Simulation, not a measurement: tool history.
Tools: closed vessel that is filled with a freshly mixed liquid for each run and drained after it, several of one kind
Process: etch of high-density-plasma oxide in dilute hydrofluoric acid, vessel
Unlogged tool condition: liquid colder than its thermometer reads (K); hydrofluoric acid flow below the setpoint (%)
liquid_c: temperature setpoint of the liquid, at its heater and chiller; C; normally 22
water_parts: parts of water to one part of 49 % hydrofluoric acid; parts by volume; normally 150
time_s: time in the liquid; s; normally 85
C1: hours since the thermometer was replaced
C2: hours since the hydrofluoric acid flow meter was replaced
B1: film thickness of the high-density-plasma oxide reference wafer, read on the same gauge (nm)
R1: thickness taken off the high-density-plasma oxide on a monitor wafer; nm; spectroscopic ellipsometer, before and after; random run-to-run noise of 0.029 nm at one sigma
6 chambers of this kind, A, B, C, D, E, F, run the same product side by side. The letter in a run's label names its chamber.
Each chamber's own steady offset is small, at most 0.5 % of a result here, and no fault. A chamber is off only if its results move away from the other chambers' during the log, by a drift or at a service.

{"day": 0.108, "done": "chamber A: hydrofluoric acid flow meter replaced"}
{"run": "1A", "day": 0.192, "liquid_c": 22, "water_parts": 150, "time_s": 85, "C1": 577.5, "C2": 2, "B1": 110, "R1": 4.2364}
{"run": "2E", "day": 0.317, "liquid_c": 22, "water_parts": 150, "time_s": 85, "C1": 94.2, "C2": 780, "B1": 110.02, "R1": 4.2639}
{"run": "3F", "day": 0.529, "liquid_c": 22, "water_parts": 150, "time_s": 85, "C1": 1055.1, "C2": 2573.7, "B1": 110.01, "R1": 4.2862}
{"run": "4B", "day": 0.633, "liquid_c": 22, "water_parts": 150, "time_s": 85, "C1": 710.1, "C2": 763.2, "B1": 109.98, "R1": 4.3003}
{"run": "5C", "day": 0.742, "liquid_c": 22, "water_parts": 150, "time_s": 85, "C1": 710, "C2": 705.7, "B1": 109.98, "R1": 4.313}
{"run": "6D", "day": 0.917, "liquid_c": 22, "water_parts": 150, "time_s": 85, "C1": 325.2, "C2": 537.2, "B1": 109.99, "R1": 4.2803}
{"run": "7D", "day": 1.058, "liquid_c": 22, "water_parts": 150, "time_s": 85, "C1": 328.6, "C2": 540.6, "B1": 109.99, "R1": 4.2767}
{"run": "8E", "day": 1.275, "liquid_c": 22, "water_parts": 150, "time_s": 85, "C1": 117.2, "C2": 803, "B1": 110, "R1": 4.353}
{"run": "9B", "day": 1.488, "liquid_c": 22, "water_parts": 150, "time_s": 50, "C1": 730.6, "C2": 783.7, "B1": 109.98, "R1": 2.5287}
{"run": "10F", "day": 1.717, "liquid_c": 22, "water_parts": 150, "time_s": 50, "C1": 1083.6, "C2": 2602.2, "B1": 110.02, "R1": 2.5306}
{"run": "11A", "day": 1.875, "liquid_c": 22, "water_parts": 150, "time_s": 50, "C1": 617.9, "C2": 42.4, "B1": 110.02, "R1": 2.4915}
{"run": "12C", "day": 2.088, "liquid_c": 22, "water_parts": 150, "time_s": 50, "C1": 742.3, "C2": 738, "B1": 110.02, "R1": 2.4865}
{"run": "13C", "day": 2.246, "liquid_c": 22, "water_parts": 150, "time_s": 50, "C1": 746.1, "C2": 741.8, "B1": 109.97, "R1": 2.5267}
{"run": "14D", "day": 2.421, "liquid_c": 22, "water_parts": 150, "time_s": 50, "C1": 361.3, "C2": 573.3, "B1": 110.01, "R1": 2.4962}
{"run": "15F", "day": 2.592, "liquid_c": 22, "water_parts": 150, "time_s": 85, "C1": 1104.6, "C2": 2623.2, "B1": 109.96, "R1": 4.3119}
{"run": "16E", "day": 2.729, "liquid_c": 22, "water_parts": 150, "time_s": 85, "C1": 152.1, "C2": 837.9, "B1": 110.02, "R1": 4.2878}
{"run": "17B", "day": 2.858, "liquid_c": 22, "water_parts": 150, "time_s": 85, "C1": 763.5, "C2": 816.6, "B1": 110.01, "R1": 4.278}
{"run": "18A", "day": 3.033, "liquid_c": 22, "water_parts": 150, "time_s": 85, "C1": 645.7, "C2": 70.2, "B1": 109.98, "R1": 4.2715}
{"run": "19C", "day": 3.212, "liquid_c": 22, "water_parts": 150, "time_s": 85, "C1": 769.3, "C2": 765, "B1": 109.98, "R1": 4.274}
{"run": "20B", "day": 3.433, "liquid_c": 22, "water_parts": 150, "time_s": 85, "C1": 777.3, "C2": 830.4, "B1": 110, "R1": 4.2853}
{"run": "21F", "day": 3.629, "liquid_c": 22, "water_parts": 150, "time_s": 85, "C1": 1129.5, "C2": 2648.1, "B1": 110.01, "R1": 4.3081}
{"run": "22E", "day": 3.821, "liquid_c": 22, "water_parts": 150, "time_s": 85, "C1": 178.3, "C2": 864.1, "B1": 110.01, "R1": 4.3717}
{"run": "23D", "day": 4.017, "liquid_c": 22, "water_parts": 150, "time_s": 85, "C1": 399.6, "C2": 611.6, "B1": 109.96, "R1": 4.086}
{"run": "24A", "day": 4.183, "liquid_c": 22, "water_parts": 150, "time_s": 85, "C1": 673.3, "C2": 97.8, "B1": 109.99, "R1": 4.2914}
{"run": "25A", "day": 4.396, "liquid_c": 22, "water_parts": 150, "time_s": 85, "C1": 678.4, "C2": 102.9, "B1": 110, "R1": 4.3236}
{"run": "26E", "day": 4.608, "liquid_c": 22, "water_parts": 150, "time_s": 85, "C1": 197.2, "C2": 883, "B1": 110.02, "R1": 4.3039}
{"run": "27F", "day": 4.733, "liquid_c": 22, "water_parts": 150, "time_s": 85, "C1": 1156, "C2": 2674.6, "B1": 110, "R1": 4.3062}
{"run": "28B", "day": 4.842, "liquid_c": 22, "water_parts": 150, "time_s": 85, "C1": 811.1, "C2": 864.2, "B1": 109.99, "R1": 4.284}
{"run": "29D", "day": 4.971, "liquid_c": 20.5, "water_parts": 150, "time_s": 85, "C1": 422.5, "C2": 634.5, "B1": 110.03, "R1": 3.7703}
{"run": "30C", "day": 5.1, "liquid_c": 20.5, "water_parts": 150, "time_s": 85, "C1": 814.6, "C2": 810.3, "B1": 110.03, "R1": 4.028}
{"run": "31D", "day": 5.254, "liquid_c": 20.5, "water_parts": 150, "time_s": 85, "C1": 429.3, "C2": 641.3, "B1": 109.99, "R1": 3.7602}
{"run": "32E", "day": 5.375, "liquid_c": 20.5, "water_parts": 150, "time_s": 85, "C1": 215.6, "C2": 901.4, "B1": 110.03, "R1": 4.1214}
{"day": 5.458, "done": "chamber B: thermometer replaced"}
{"run": "33C", "day": 5.542, "liquid_c": 20.5, "water_parts": 150, "time_s": 85, "C1": 825.2, "C2": 820.9, "B1": 109.99, "R1": 4.0265}
{"run": "34B", "day": 5.717, "liquid_c": 20.5, "water_parts": 150, "time_s": 85, "C1": 6.3, "C2": 885.2, "B1": 110.02, "R1": 4.0135}
{"run": "35A", "day": 5.838, "liquid_c": 22, "water_parts": 150, "time_s": 40, "C1": 713, "C2": 137.5, "B1": 110, "R1": 2.0139}
{"run": "36F", "day": 6.042, "liquid_c": 22, "water_parts": 150, "time_s": 40, "C1": 1187.4, "C2": 2706, "B1": 110, "R1": 2.0295}
{"run": "37F", "day": 6.246, "liquid_c": 22, "water_parts": 150, "time_s": 40, "C1": 1192.3, "C2": 2710.9, "B1": 110.01, "R1": 2.0143}
{"run": "38D", "day": 6.367, "liquid_c": 22, "water_parts": 150, "time_s": 40, "C1": 456, "C2": 668, "B1": 110.02, "R1": 1.8323}
{"run": "39B", "day": 6.533, "liquid_c": 22, "water_parts": 150, "time_s": 40, "C1": 25.9, "C2": 904.8, "B1": 110, "R1": 2.0127}

Decide between three cases: one chamber stands off from its peers, the gauge reading all wafers drifts, or nothing is wrong past each chamber's small offset. Where a chamber is off, say which and what most likely put it there.

Little by little, chamber D moves away from the other chambers.
What lies behind it: liquid colder than its thermometer reads (K) = 2.47.
With only this log, it may be confused with: hydrofluoric acid flow below the setpoint (%).

Which of the 4 candidates below, each the usual settings with something changed and its results left as question marks, puts chamber D back in line with what the other chambers give on the usual settings?
Counts as in line when no further than this from what the other chambers average on the usual settings: R1 0.1 nm
{"run": "40D-1", "day": 6.7, "liquid_c": 23, "water_parts": 150, "time_s": 85, "R1": "?"}
{"run": "40D-2", "day": 6.7, "liquid_c": 22, "water_parts": 155, "time_s": 80, "R1": "?"}
{"run": "40D-3", "day": 6.7, "liquid_c": 22, "water_parts": 145, "time_s": 90, "R1": "?"}
{"run": "40D-4", "day": 6.7, "liquid_c": 21, "water_parts": 150, "time_s": 85, "R1": "?"}

Mean of the other chambers on the usual settings: R1 4.2865 nm
run=40D-1 R1=4.0257
run=40D-2 R1=3.5029
run=40D-3 R1=4.2594
run=40D-4 R1=3.7148
40D-3 puts the chamber back in line with the other chambers.
